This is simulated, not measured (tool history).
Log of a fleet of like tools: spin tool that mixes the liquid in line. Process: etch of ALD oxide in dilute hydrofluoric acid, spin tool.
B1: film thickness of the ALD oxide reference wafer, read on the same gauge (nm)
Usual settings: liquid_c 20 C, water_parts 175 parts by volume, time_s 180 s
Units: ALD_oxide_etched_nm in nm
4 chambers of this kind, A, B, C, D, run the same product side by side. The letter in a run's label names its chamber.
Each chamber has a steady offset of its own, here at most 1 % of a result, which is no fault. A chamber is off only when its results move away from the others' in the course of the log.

Run 1A, day 0.479: usual settings; B1 30.014. Result: ALD_oxide_etched_nm 22.406 nm.
Run 2C, day 0.754: usual settings; B1 30.046. Result: ALD_oxide_etched_nm 22.132 nm.
Run 3D, day 1.138: usual settings; B1 29.978. Result: ALD_oxide_etched_nm 22.811 nm.
Run 4B, day 1.379: usual settings; B1 29.997. Result: ALD_oxide_etched_nm 22.825 nm.
Run 5B, day 1.792: usual settings; B1 29.996. Result: ALD_oxide_etched_nm 22.646 nm.
Run 6A, day 2.229: usual settings; B1 29.978. Result: ALD_oxide_etched_nm 22.506 nm.
Run 7C, day 2.558: usual settings; B1 30.001. Result: ALD_oxide_etched_nm 22.197 nm.
At day 2.788: chamber C: thermometer replaced.
Run 8D, day 2.983: usual settings; B1 30.029. Result: ALD_oxide_etched_nm 22.496 nm.
At day 2.988: chamber B: thermometer replaced.
Run 9B, day 3.312: usual settings but time_s 95 s; B1 30.018. Result: ALD_oxide_etched_nm 11.935 nm.
Run 10C, day 3.667: usual settings but time_s 95 s; B1 30.012. Result: ALD_oxide_etched_nm 11.741 nm.
Run 11A, day 4.167: usual settings but time_s 95 s; B1 29.978. Result: ALD_oxide_etched_nm 11.874 nm.
Run 12D, day 4.55: usual settings but time_s 95 s; B1 30.009. Result: ALD_oxide_etched_nm 11.895 nm.
Run 13B, day 4.817: usual settings; B1 30.006. Result: ALD_oxide_etched_nm 22.574 nm.
Run 14D, day 5.179: usual settings; B1 29.988. Result: ALD_oxide_etched_nm 22.503 nm.
Run 15C, day 5.425: usual settings; B1 30.017. Result: ALD_oxide_etched_nm 21.91 nm.
Run 16A, day 5.8: usual settings; B1 30.009. Result: ALD_oxide_etched_nm 22.277 nm.
Run 17B, day 6.158: usual settings; B1 29.979. Result: ALD_oxide_etched_nm 22.099 nm.
Run 18A, day 6.471: usual settings; B1 29.991. Result: ALD_oxide_etched_nm 22.368 nm.
Run 19D, day 6.988: usual settings; B1 30.025. Result: ALD_oxide_etched_nm 22.397 nm.
Run 20C, day 7.296: usual settings but liquid_c 22 C, water_parts 130 parts by volume; B1 29.959. Result: ALD_oxide_etched_nm 34.326 nm.
Run 21C, day 7.592: usual settings but liquid_c 22 C, water_parts 130 parts by volume; B1 29.965. Result: ALD_oxide_etched_nm 33.978 nm.
Run 22A, day 8.058: usual settings but liquid_c 22 C, water_parts 130 parts by volume; B1 30.007. Result: ALD_oxide_etched_nm 34.122 nm.
Run 23B, day 8.417: usual settings but liquid_c 22 C, water_parts 130 parts by volume; B1 30.017. Result: ALD_oxide_etched_nm 33.62 nm.
Run 24D, day 8.679: usual settings but liquid_c 17 C, time_s 105 s; B1 30.014. Result: ALD_oxide_etched_nm 11.814 nm.
Run 25A, day 9.117: usual settings but liquid_c 17 C, time_s 105 s; B1 30.009. Result: ALD_oxide_etched_nm 11.675 nm.
Run 26D, day 9.55: usual settings but liquid_c 17 C, time_s 105 s; B1 30.004. Result: ALD_oxide_etched_nm 11.733 nm.
Run 27C, day 9.829: usual settings but liquid_c 17 C, time_s 105 s; B1 29.995. Result: ALD_oxide_etched_nm 11.515 nm.
Run 28B, day 10.304: usual settings but water_parts 145 parts by volume, time_s 220 s; B1 30.007. Result: ALD_oxide_etched_nm 32.832 nm.
Run 29D, day 10.546: usual settings but water_parts 145 parts by volume, time_s 220 s; B1 30. Result: ALD_oxide_etched_nm 34.658 nm.
Run 30C, day 10.983: usual settings but water_parts 145 parts by volume, time_s 220 s; B1 30. Result: ALD_oxide_etched_nm 33.865 nm.
Run 31A, day 11.362: usual settings but water_parts 145 parts by volume, time_s 220 s; B1 29.979. Result: ALD_oxide_etched_nm 34.013 nm.
Run 32B, day 11.833: usual settings; B1 29.982. Result: ALD_oxide_etched_nm 21.011 nm.
At day 11.958: chamber C: hydrofluoric acid flow meter replaced.
Run 33D, day 12.146: usual settings but water_parts 205 parts by volume; B1 30.014. Result: ALD_oxide_etched_nm 18.59 nm.
Run 34A, day 12.583: usual settings but water_parts 205 parts by volume; B1 29.993. Result: ALD_oxide_etched_nm 18.546 nm.
Run 35C, day 12.933: usual settings but water_parts 205 parts by volume; B1 30.027. Result: ALD_oxide_etched_nm 18.561 nm.
Run 36B, day 13.283: usual settings but water_parts 205 parts by volume; B1 30.014. Result: ALD_oxide_etched_nm 17.55 nm.
Run 37B, day 13.667: usual settings; B1 29.959. Result: ALD_oxide_etched_nm 20.951 nm.
Run 38C, day 13.912: usual settings; B1 29.967. Result: ALD_oxide_etched_nm 22.419 nm.
Run 39D, day 14.304: usual settings; B1 30.017. Result: ALD_oxide_etched_nm 22.519 nm.
Run 40A, day 14.571: usual settings; B1 30. Result: ALD_oxide_etched_nm 22.288 nm.

Next, every chamber runs the same settings. What will each give?
Run 41A, day 14.967: usual settings. Result: ALD_oxide_etched_nm ?.
Run 41B, day 14.967: usual settings. Result: ALD_oxide_etched_nm ?.
Run 41C, day 14.967: usual settings. Result: ALD_oxide_etched_nm ?.
Run 41D, day 14.967: usual settings. Result: ALD_oxide_etched_nm ?.

run  ALD_oxide_etched_nm
41A               22.494
41B               20.778
41C               22.291
41D               22.761
